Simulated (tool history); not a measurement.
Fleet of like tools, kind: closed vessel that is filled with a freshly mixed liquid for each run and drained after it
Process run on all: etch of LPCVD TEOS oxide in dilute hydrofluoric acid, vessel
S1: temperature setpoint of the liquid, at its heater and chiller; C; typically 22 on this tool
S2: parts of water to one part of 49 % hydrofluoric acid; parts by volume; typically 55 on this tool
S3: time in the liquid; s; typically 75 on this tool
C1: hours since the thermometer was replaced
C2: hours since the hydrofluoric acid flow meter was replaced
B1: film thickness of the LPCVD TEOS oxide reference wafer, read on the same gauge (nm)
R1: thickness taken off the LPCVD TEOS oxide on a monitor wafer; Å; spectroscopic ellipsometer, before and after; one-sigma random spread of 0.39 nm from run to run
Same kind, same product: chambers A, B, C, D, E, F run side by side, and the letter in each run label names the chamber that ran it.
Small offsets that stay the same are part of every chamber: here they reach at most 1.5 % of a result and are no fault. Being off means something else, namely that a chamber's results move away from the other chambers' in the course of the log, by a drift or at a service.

Run 1C, hour 5.4: usual settings; C1 914.2; C2 1463.7; B1 129.99. Result: R1 435.69 Å.
Run 2A, hour 13.5: usual settings; C1 360.7; C2 103.1; B1 129.97. Result: R1 439.94 Å.
Run 3F, hour 20: usual settings; C1 572.6; C2 245.8; B1 130.02. Result: R1 446.64 Å.
Run 4E, hour 27.3: usual settings; C1 259.2; C2 927.5; B1 129.98. Result: R1 441.52 Å.
Run 5B, hour 36.8: usual settings; C1 66.6; C2 1475.1; B1 130.02. Result: R1 432.17 Å.
Run 6D, hour 46.1: usual settings; C1 1077.6; C2 745.2; B1 130.06. Result: R1 445.11 Å.
Run 7A, hour 51.7: usual settings; C1 398.9; C2 141.3; B1 130.03. Result: R1 439.35 Å.
Run 8D, hour 56.8: usual settings but S2 30 parts by volume, S3 35 s; C1 1088.3; C2 755.9; B1 129.96. Result: R1 397.68 Å.
Run 9B, hour 66.4: usual settings but S2 30 parts by volume, S3 35 s; C1 96.2; C2 1504.7; B1 129.95. Result: R1 395.08 Å.
Run 10C, hour 74.6: usual settings but S2 30 parts by volume, S3 35 s; C1 983.4; C2 1532.9; B1 130. Result: R1 393.53 Å.
Run 11E, hour 82.5: usual settings but S2 30 parts by volume, S3 35 s; C1 314.4; C2 982.7; B1 129.99. Result: R1 383.21 Å.
Run 12F, hour 91.2: usual settings but S2 30 parts by volume, S3 35 s; C1 643.8; C2 317; B1 129.94. Result: R1 394.96 Å.
Run 13B, hour 98.4: usual settings but S2 30 parts by volume, S3 35 s; C1 128.2; C2 1536.7; B1 129.96. Result: R1 386.04 Å.
Run 14A, hour 108.1: usual settings; C1 455.3; C2 197.7; B1 129.98. Result: R1 439.02 Å.
Run 15D, hour 117.2: usual settings; C1 1148.7; C2 816.3; B1 130.04. Result: R1 443.82 Å.
Run 16E, hour 123.5: usual settings; C1 355.4; C2 1023.7; B1 129.96. Result: R1 452.87 Å.
Run 17C, hour 130.3: usual settings; C1 1039.1; C2 1588.6; B1 130. Result: R1 439.52 Å.
Run 18F, hour 137.3: usual settings; C1 689.9; C2 363.1; B1 130.01. Result: R1 445.96 Å.
Run 19F, hour 146.5: usual settings; C1 699.1; C2 372.3; B1 129.96. Result: R1 450.57 Å.
Run 20E, hour 152: usual settings; C1 383.9; C2 1052.2; B1 130.01. Result: R1 452.29 Å.
Run 21A, hour 158: usual settings; C1 505.2; C2 247.6; B1 129.95. Result: R1 436.26 Å.
Run 22B, hour 166.3: usual settings; C1 196.1; C2 1604.6; B1 129.99. Result: R1 438.63 Å.
Run 23D, hour 173.4: usual settings; C1 1204.9; C2 872.5; B1 130.02. Result: R1 443.65 Å.
Run 24C, hour 180.3: usual settings; C1 1089.1; C2 1638.6; B1 130. Result: R1 438.12 Å.
At hour 186.2: chamber C: thermometer replaced.
Run 25D, hour 186.4: usual settings; C1 1217.9; C2 885.5; B1 130.01. Result: R1 444.97 Å.
Run 26A, hour 194.7: usual settings; C1 541.9; C2 284.3; B1 130.03. Result: R1 446.17 Å.
Run 27E, hour 199.8: usual settings; C1 431.7; C2 1100; B1 130.02. Result: R1 460.63 Å.
Run 28B, hour 208: usual settings; C1 237.8; C2 1646.3; B1 129.97. Result: R1 436.36 Å.
Run 29C, hour 216.7: usual settings; C1 30.6; C2 1675; B1 130.01. Result: R1 447.38 Å.
Run 30F, hour 221.7: usual settings; C1 774.3; C2 447.5; B1 129.98. Result: R1 441.25 Å.
Run 31A, hour 227.4: usual settings; C1 574.6; C2 317; B1 129.99. Result: R1 436.94 Å.
Run 32B, hour 232: usual settings; C1 261.8; C2 1670.3; B1 130. Result: R1 439.41 Å.
Run 33E, hour 241.4: usual settings; C1 473.3; C2 1141.6; B1 129.98. Result: R1 474.54 Å.
Run 34C, hour 246.6: usual settings; C1 60.5; C2 1704.9; B1 130.03. Result: R1 443.49 Å.
Run 35D, hour 255.9: usual settings; C1 1287.4; C2 955; B1 130. Result: R1 448.34 Å.
Run 36F, hour 264.5: usual settings but S1 19 C, S3 60 s; C1 817.1; C2 490.3; B1 130.01. Result: R1 315.78 Å.

Is one chamber off against the others, does the gauge drift, or is nothing wrong? If a chamber is off, say which, and what the likeliest cause is.

It is chamber E that slowly wanders off from its peers.
Most likely cause: hydrofluoric acid flow above the setpoint (%) = 9.31.
With only this log, it may be confused with: liquid hotter than its thermometer reads (K).

Here are 4 candidates for chamber E's next run, each the usual settings with a change, their results left as question marks. Which one brings its results back in line with what the others give on the usual settings?
To be in line, a result may differ from the other chambers' mean on the usual settings by at most: R1 14 Å
Run 37E-1, hour 271.5: usual settings but S1 23 C. Result: R1 ?.
Run 37E-2, hour 271.5: usual settings but S2 50 parts by volume. Result: R1 ?.
Run 37E-3, hour 271.5: usual settings but S1 21 C. Result: R1 ?.
Run 37E-4, hour 271.5: usual settings but S2 60 parts by volume. Result: R1 ?.

Average result of the remaining chambers running the usual settings: R1 442.6 Å
  run      R1
37E-1  505.58
37E-2  536.35
37E-3  465.01
37E-4  442.12
The right change is 37E-4: it brings the chamber back within the allowed miss of the others.

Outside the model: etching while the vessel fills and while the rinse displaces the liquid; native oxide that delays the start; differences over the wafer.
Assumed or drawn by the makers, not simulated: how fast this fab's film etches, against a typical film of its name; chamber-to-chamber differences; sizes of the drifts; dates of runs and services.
